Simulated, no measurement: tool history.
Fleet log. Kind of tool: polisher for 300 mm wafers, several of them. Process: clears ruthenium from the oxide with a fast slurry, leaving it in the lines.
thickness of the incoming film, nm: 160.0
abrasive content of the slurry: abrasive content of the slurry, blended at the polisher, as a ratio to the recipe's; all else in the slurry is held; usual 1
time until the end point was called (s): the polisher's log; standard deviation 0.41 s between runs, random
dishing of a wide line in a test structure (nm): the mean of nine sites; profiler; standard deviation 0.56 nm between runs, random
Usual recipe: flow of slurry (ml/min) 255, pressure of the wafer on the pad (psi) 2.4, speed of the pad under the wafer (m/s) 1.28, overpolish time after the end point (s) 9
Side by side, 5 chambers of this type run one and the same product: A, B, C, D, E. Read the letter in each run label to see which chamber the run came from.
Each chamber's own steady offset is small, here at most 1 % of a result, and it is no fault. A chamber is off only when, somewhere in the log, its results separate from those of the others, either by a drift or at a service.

run	hour	flow of slurry (ml/min)	pressure of the wafer on the pad (psi)	speed of the pad under the wafer (m/s)	abrasive content of the slurry	overpolish time after the end point (s)	wafers polished on this pad	hours since the slurry nozzle was cleaned	hours since the head pressure was calibrated	hours since the slurry blender was calibrated	time until the end point was called (s)	dishing of a wide line in a test structure (nm)
# hour 2.6: chamber B: worn pad replaced by a new one
# hour 9.1: chamber E: worn pad replaced by a new one
# hour 14.9: chamber D: worn pad replaced by a new one
1D	15.4	255	2.4	1.28	1	9	5	267.6	289.6	108.7	35.68	31.499
# hour 16.6: chamber E: slurry blender recalibrated
2A	27.8	255	2.4	1.28	1	9	432	502.9	196.2	157.9	35.867	31.573
3C	41.8	255	2.4	1.28	1	9	490	356	433.6	169.8	35.637	30.758
4B	54.6	255	2.4	1.28	1	9	492	479.2	95.3	252.5	36.282	31.873
5E	67.7	255	2.4	1.28	1	9	555	422.1	151.2	51.2	35.997	31.91
6A	75.3	255	2.4	1.28	1	9	881	550.4	243.7	205.4	35.704	31.586
# hour 78.4: chamber B: worn pad replaced by a new one
7C	87.6	255	2.4	1.28	1	9	923	401.8	479.4	215.6	35.868	32.44
# hour 89.9: chamber B: slurry blender recalibrated
# hour 93.4: chamber A: worn pad replaced by a new one
# hour 100.9: chamber D: worn pad replaced by a new one
8D	102.8	255	2.4	1.28	1	9	18	355	377	196.1	36.558	32.444
# hour 103.6: chamber C: worn pad replaced by a new one
# hour 108.2: chamber E: slurry nozzle cleaned
9B	117.4	255	2.4	1.28	1	9	369	542	158.1	27.5	36.041	30.964
10E	127.3	255	2.4	1.28	1	9	1119	19.2	210.8	110.8	36.256	30.942
11B	143.2	255	2.4	1.28	1	9	613	567.8	183.9	53.3	36.335	31.04
# hour 149.8: chamber E: worn pad replaced by a new one
# hour 154.6: chamber B: worn pad replaced by a new one
12D	158.9	255	2.4	1.28	1	9	549	411.1	433.1	252.2	35.69	30.57
# hour 161.8: chamber D: head pressure recalibrated
13C	169.4	255	2.4	1.28	1	9	622	483.6	561.2	297.4	35.473	31.253
14A	177.3	255	2.4	1.28	1	9	794	652.4	345.7	307.4	36.241	31.748
# hour 181.9: chamber C: slurry blender recalibrated
# hour 186.7: chamber D: worn pad replaced by a new one
15E	187.8	255	2.4	1.28	1	9	359	79.7	271.3	171.3	35.779	32.11
# hour 199.6: chamber C: worn pad replaced by a new one
16B	203.5	255	2.4	1.68	1	11	463	628.1	244.2	113.6	27.525	45.706
# hour 206.8: chamber A: worn pad replaced by a new one
17E	215.6	255	2.4	1.68	1	11	622	107.5	299.1	199.1	27.163	47.023
18C	228.4	255	2.4	1.68	1	11	272	542.6	620.2	46.6	26.819	46.28
# hour 232: chamber B: worn pad replaced by a new one
# hour 234.4: chamber A: slurry nozzle cleaned
19A	241	255	2.4	1.68	1	11	323	6.6	409.4	371.1	26.966	45.143
20D	256.1	255	2.4	1.68	1	11	657	508.3	94.3	349.4	27.512	46.831
21E	267.9	255	2.4	1.28	1	9	1117	159.8	351.4	251.4	35.35	31.942
# hour 270.4: chamber A: slurry blender recalibrated
# hour 270.7: chamber D: worn pad replaced by a new one
# hour 273.2: chamber E: slurry blender recalibrated
# hour 273.3: chamber E: worn pad replaced by a new one
22A	280.5	255	2.4	1.28	1	9	697	46.1	448.9	10.2	35.869	31.03
23B	291.8	255	2.4	1.28	1	9	566	716.4	332.5	201.9	35.711	31.537
# hour 294.5: chamber D: slurry blender recalibrated
# hour 295.9: chamber A: worn pad replaced by a new one
24D	305.1	255	2.4	1.28	1	9	326	557.3	143.3	10.7	35.869	32.405
# hour 308.8: chamber C: worn pad replaced by a new one
25C	313.8	255	2.4	1.28	1	9	47	628	705.6	132	35.125	30.234
# hour 319.6: chamber B: worn pad replaced by a new one
26A	329.6	255	2.4	1.28	1	9	319	95.2	498	59.3	35.714	31.389
# hour 338.4: chamber C: slurry nozzle cleaned
# hour 338.5: chamber B: slurry blender recalibrated
# hour 340.9: chamber D: worn pad replaced by a new one
27C	341.7	255	2.4	1.28	1	9	311	3.3	733.5	159.9	35.966	31.871
28E	357	255	2.4	1.28	1	9	792	248.9	440.5	83.8	35.731	32.85
# hour 361.9: chamber B: slurry nozzle cleaned
29B	370.5	255	2.4	1.28	1	9	482	8.7	411.2	32.1	35.378	31.859
30D	377.5	255	2.4	1.28	1	9	347	629.7	215.7	83.1	36.148	31.434
31B	388.5	255	2.4	1.28	1	9	652	26.7	429.2	50.1	35.829	31.567

Next, all 5 chambers run the settings below, one line each with question marks for the results. What does each chamber give?
32A	399.9	325	2.4	1.28	1	9					?	?
32B	399.9	325	2.4	1.28	1	9					?	?
32C	399.9	325	2.4	1.28	1	9					?	?
32D	399.9	325	2.4	1.28	1	9					?	?
32E	399.9	325	2.4	1.28	1	9					?	?

run	time until the end point was called (s)	dishing of a wide line in a test structure (nm)
32A	35.251	31.567
32B	34.163	32.216
32C	35.174	32.026
32D	34.668	32.29
32E	34.461	32.427

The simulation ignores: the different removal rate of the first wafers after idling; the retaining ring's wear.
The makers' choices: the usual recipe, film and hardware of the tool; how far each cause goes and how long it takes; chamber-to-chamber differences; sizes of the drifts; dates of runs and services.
